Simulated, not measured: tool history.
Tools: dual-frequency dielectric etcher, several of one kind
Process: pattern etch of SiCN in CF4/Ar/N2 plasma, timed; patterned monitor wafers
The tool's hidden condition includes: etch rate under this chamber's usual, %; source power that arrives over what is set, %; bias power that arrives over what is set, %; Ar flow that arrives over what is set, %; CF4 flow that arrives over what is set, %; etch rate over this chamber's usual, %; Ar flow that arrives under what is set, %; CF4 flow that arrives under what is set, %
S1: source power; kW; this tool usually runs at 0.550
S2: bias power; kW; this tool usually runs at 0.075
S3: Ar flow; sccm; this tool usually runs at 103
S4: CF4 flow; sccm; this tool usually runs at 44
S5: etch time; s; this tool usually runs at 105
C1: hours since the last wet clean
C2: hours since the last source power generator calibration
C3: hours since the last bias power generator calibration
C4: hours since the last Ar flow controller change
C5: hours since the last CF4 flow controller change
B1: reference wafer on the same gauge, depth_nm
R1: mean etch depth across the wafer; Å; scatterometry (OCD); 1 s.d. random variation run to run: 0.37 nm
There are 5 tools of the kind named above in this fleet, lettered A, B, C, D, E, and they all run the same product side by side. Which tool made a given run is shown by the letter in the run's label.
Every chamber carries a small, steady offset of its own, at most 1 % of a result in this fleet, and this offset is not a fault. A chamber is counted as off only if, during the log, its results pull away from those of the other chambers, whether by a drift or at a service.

{"hour": 2.3, "done": "chamber A: CF4 flow controller replaced"}
{"run": "1E", "hour": 5.8, "S1": 0.55, "S2": 0.075, "S3": 103, "S4": 44, "S5": 105, "C1": 16.3, "C2": 3650.6, "C3": 917.7, "C4": 4166.3, "C5": 2578.1, "B1": 93.99, "R1": 1012.4}
{"run": "2C", "hour": 12.5, "S1": 0.55, "S2": 0.075, "S3": 103, "S4": 44, "S5": 105, "C1": 320.8, "C2": 792.6, "C3": 3663.5, "C4": 4031.2, "C5": 3891.5, "B1": 93.951, "R1": 1020.0}
{"run": "3B", "hour": 21.6, "S1": 0.55, "S2": 0.075, "S3": 103, "S4": 44, "S5": 105, "C1": 121.0, "C2": 880.3, "C3": 1300.7, "C4": 1909.3, "C5": 913.7, "B1": 93.966, "R1": 1007.2}
{"run": "4A", "hour": 32.0, "S1": 0.55, "S2": 0.075, "S3": 103, "S4": 44, "S5": 105, "C1": 438.5, "C2": 1639.9, "C3": 1547.5, "C4": 1206.5, "C5": 29.7, "B1": 94.03, "R1": 1005.9}
{"run": "5D", "hour": 38.5, "S1": 0.55, "S2": 0.075, "S3": 103, "S4": 44, "S5": 105, "C1": 283.1, "C2": 281.3, "C3": 2293.5, "C4": 92.4, "C5": 933.5, "B1": 93.997, "R1": 1007.7}
{"run": "6A", "hour": 46.8, "S1": 0.55, "S2": 0.075, "S3": 103, "S4": 44, "S5": 105, "C1": 453.3, "C2": 1654.7, "C3": 1562.3, "C4": 1221.3, "C5": 44.5, "B1": 94.059, "R1": 1012.0}
{"run": "7B", "hour": 52.0, "S1": 0.55, "S2": 0.075, "S3": 103, "S4": 44, "S5": 105, "C1": 151.4, "C2": 910.7, "C3": 1331.1, "C4": 1939.7, "C5": 944.1, "B1": 93.955, "R1": 1006.9}
{"run": "8E", "hour": 62.0, "S1": 0.55, "S2": 0.075, "S3": 103, "S4": 44, "S5": 105, "C1": 72.5, "C2": 3706.8, "C3": 973.9, "C4": 4222.5, "C5": 2634.3, "B1": 93.93, "R1": 1011.0}
{"run": "9C", "hour": 70.3, "S1": 0.55, "S2": 0.075, "S3": 103, "S4": 44, "S5": 105, "C1": 378.6, "C2": 850.4, "C3": 3721.3, "C4": 4089.0, "C5": 3949.3, "B1": 93.907, "R1": 1015.3}
{"run": "10D", "hour": 75.3, "S1": 0.55, "S2": 0.075, "S3": 103, "S4": 44, "S5": 105, "C1": 319.9, "C2": 318.1, "C3": 2330.3, "C4": 129.2, "C5": 970.3, "B1": 94.013, "R1": 1013.1}
{"run": "11A", "hour": 81.9, "S1": 0.55, "S2": 0.075, "S3": 103, "S4": 44, "S5": 105, "C1": 488.4, "C2": 1689.8, "C3": 1597.4, "C4": 1256.4, "C5": 79.6, "B1": 94.066, "R1": 1002.0}
{"run": "12C", "hour": 90.2, "S1": 0.55, "S2": 0.075, "S3": 103, "S4": 44, "S5": 105, "C1": 398.5, "C2": 870.3, "C3": 3741.2, "C4": 4108.9, "C5": 3969.2, "B1": 94.129, "R1": 1017.3}
{"run": "13D", "hour": 99.3, "S1": 0.55, "S2": 0.067, "S3": 103, "S4": 44, "S5": 90, "C1": 343.9, "C2": 342.1, "C3": 2354.3, "C4": 153.2, "C5": 994.3, "B1": 94.006, "R1": 834.2}
{"run": "14B", "hour": 107.8, "S1": 0.55, "S2": 0.067, "S3": 103, "S4": 44, "S5": 90, "C1": 207.2, "C2": 966.5, "C3": 1386.9, "C4": 1995.5, "C5": 999.9, "B1": 93.915, "R1": 821.86}
{"hour": 111.3, "done": "chamber E: source power generator calibrated"}
{"hour": 111.5, "done": "chamber A: wet clean of the chamber"}
{"hour": 112.1, "done": "chamber D: wet clean of the chamber"}
{"run": "15E", "hour": 116.6, "S1": 0.55, "S2": 0.067, "S3": 103, "S4": 44, "S5": 90, "C1": 127.1, "C2": 5.3, "C3": 1028.5, "C4": 4277.1, "C5": 2688.9, "B1": 94.033, "R1": 831.1}
{"run": "16A", "hour": 125.6, "S1": 0.55, "S2": 0.067, "S3": 103, "S4": 44, "S5": 90, "C1": 14.2, "C2": 1733.5, "C3": 1641.1, "C4": 1300.1, "C5": 123.3, "B1": 93.982, "R1": 794.69}
{"hour": 130.0, "done": "chamber E: Ar flow controller replaced"}
{"run": "17C", "hour": 133.2, "S1": 0.55, "S2": 0.067, "S3": 103, "S4": 44, "S5": 90, "C1": 441.5, "C2": 913.3, "C3": 3784.2, "C4": 4151.9, "C5": 4012.2, "B1": 94.068, "R1": 831.98}
{"run": "18E", "hour": 142.7, "S1": 0.55, "S2": 0.075, "S3": 103, "S4": 44, "S5": 105, "C1": 153.2, "C2": 31.4, "C3": 1054.6, "C4": 12.7, "C5": 2715.0, "B1": 94.089, "R1": 1004.9}
{"run": "19D", "hour": 150.5, "S1": 0.55, "S2": 0.075, "S3": 103, "S4": 44, "S5": 105, "C1": 38.5, "C2": 393.3, "C3": 2405.5, "C4": 204.4, "C5": 1045.5, "B1": 94.035, "R1": 1012.6}
{"run": "20B", "hour": 155.9, "S1": 0.55, "S2": 0.075, "S3": 103, "S4": 44, "S5": 105, "C1": 255.3, "C2": 1014.6, "C3": 1435.0, "C4": 2043.6, "C5": 1048.0, "B1": 93.983, "R1": 1005.6}
{"run": "21E", "hour": 166.1, "S1": 0.55, "S2": 0.075, "S3": 103, "S4": 44, "S5": 105, "C1": 176.6, "C2": 54.8, "C3": 1078.0, "C4": 36.1, "C5": 2738.4, "B1": 93.978, "R1": 1005.2}
{"run": "22B", "hour": 171.2, "S1": 0.55, "S2": 0.075, "S3": 103, "S4": 44, "S5": 105, "C1": 270.6, "C2": 1029.9, "C3": 1450.3, "C4": 2058.9, "C5": 1063.3, "B1": 94.076, "R1": 1005.4}
{"run": "23D", "hour": 176.4, "S1": 0.55, "S2": 0.075, "S3": 103, "S4": 44, "S5": 105, "C1": 64.4, "C2": 419.2, "C3": 2431.4, "C4": 230.3, "C5": 1071.4, "B1": 94.019, "R1": 1006.8}
{"run": "24A", "hour": 186.0, "S1": 0.55, "S2": 0.075, "S3": 103, "S4": 44, "S5": 105, "C1": 74.6, "C2": 1793.9, "C3": 1701.5, "C4": 1360.5, "C5": 183.7, "B1": 94.058, "R1": 960.17}
{"run": "25C", "hour": 195.3, "S1": 0.55, "S2": 0.075, "S3": 103, "S4": 44, "S5": 105, "C1": 503.6, "C2": 975.4, "C3": 3846.3, "C4": 4214.0, "C5": 4074.3, "B1": 93.929, "R1": 1016.1}
{"hour": 198.6, "done": "chamber A: source power generator calibrated"}
{"run": "26B", "hour": 200.7, "S1": 0.55, "S2": 0.075, "S3": 103, "S4": 44, "S5": 105, "C1": 300.1, "C2": 1059.4, "C3": 1479.8, "C4": 2088.4, "C5": 1092.8, "B1": 94.033, "R1": 1007.7}
{"run": "27D", "hour": 206.8, "S1": 0.55, "S2": 0.075, "S3": 103, "S4": 44, "S5": 134, "C1": 94.8, "C2": 449.6, "C3": 2461.8, "C4": 260.7, "C5": 1101.8, "B1": 94.057, "R1": 1286.1}
{"run": "28A", "hour": 216.1, "S1": 0.55, "S2": 0.075, "S3": 103, "S4": 44, "S5": 134, "C1": 104.7, "C2": 17.5, "C3": 1731.6, "C4": 1390.6, "C5": 213.8, "B1": 93.922, "R1": 1227.5}
{"run": "29E", "hour": 227.0, "S1": 0.55, "S2": 0.075, "S3": 103, "S4": 44, "S5": 134, "C1": 237.5, "C2": 115.7, "C3": 1138.9, "C4": 97.0, "C5": 2799.3, "B1": 93.999, "R1": 1301.9}
{"run": "30C", "hour": 238.0, "S1": 0.55, "S2": 0.075, "S3": 103, "S4": 44, "S5": 134, "C1": 546.3, "C2": 1018.1, "C3": 3889.0, "C4": 4256.7, "C5": 4117.0, "B1": 93.987, "R1": 1297.5}

Read the log: is a single chamber off, either drifting away or since a service, is the gauge that measures every chamber drifting, or is nothing wrong beyond small per-chamber offsets? Name any odd chamber and what most likely caused it.

After it was serviced, chamber A no longer matches the other chambers.
Cause: etch rate under this chamber's usual, % = 4.6.

Which of the 4 candidates below, each the usual settings with something changed and its results left as question marks, puts chamber A back in line with what the other chambers give on the usual settings?
Counts as in line when no further than this from what the other chambers average on the usual settings: R1 13.00 Å
{"run": "31A-1", "hour": 245.8, "S1": 0.54, "S2": 0.074, "S3": 103, "S4": 44, "S5": 105.0, "R1": "?"}
{"run": "31A-2", "hour": 245.8, "S1": 0.54, "S2": 0.075, "S3": 103, "S4": 44, "S5": 101.5, "R1": "?"}
{"run": "31A-3", "hour": 245.8, "S1": 0.55, "S2": 0.079, "S3": 103, "S4": 44, "S5": 105.0, "R1": "?"}
{"run": "31A-4", "hour": 245.8, "S1": 0.56, "S2": 0.076, "S3": 103, "S4": 44, "S5": 108.0, "R1": "?"}

Usual-settings mean across the other chambers: R1 1011.10 Å
run=31A-1 R1=942.90
run=31A-2 R1=916.12
run=31A-3 R1=981.96
run=31A-4 R1=1010.70
The answer is 31A-4, which returns the chamber to within the allowed miss of the others.
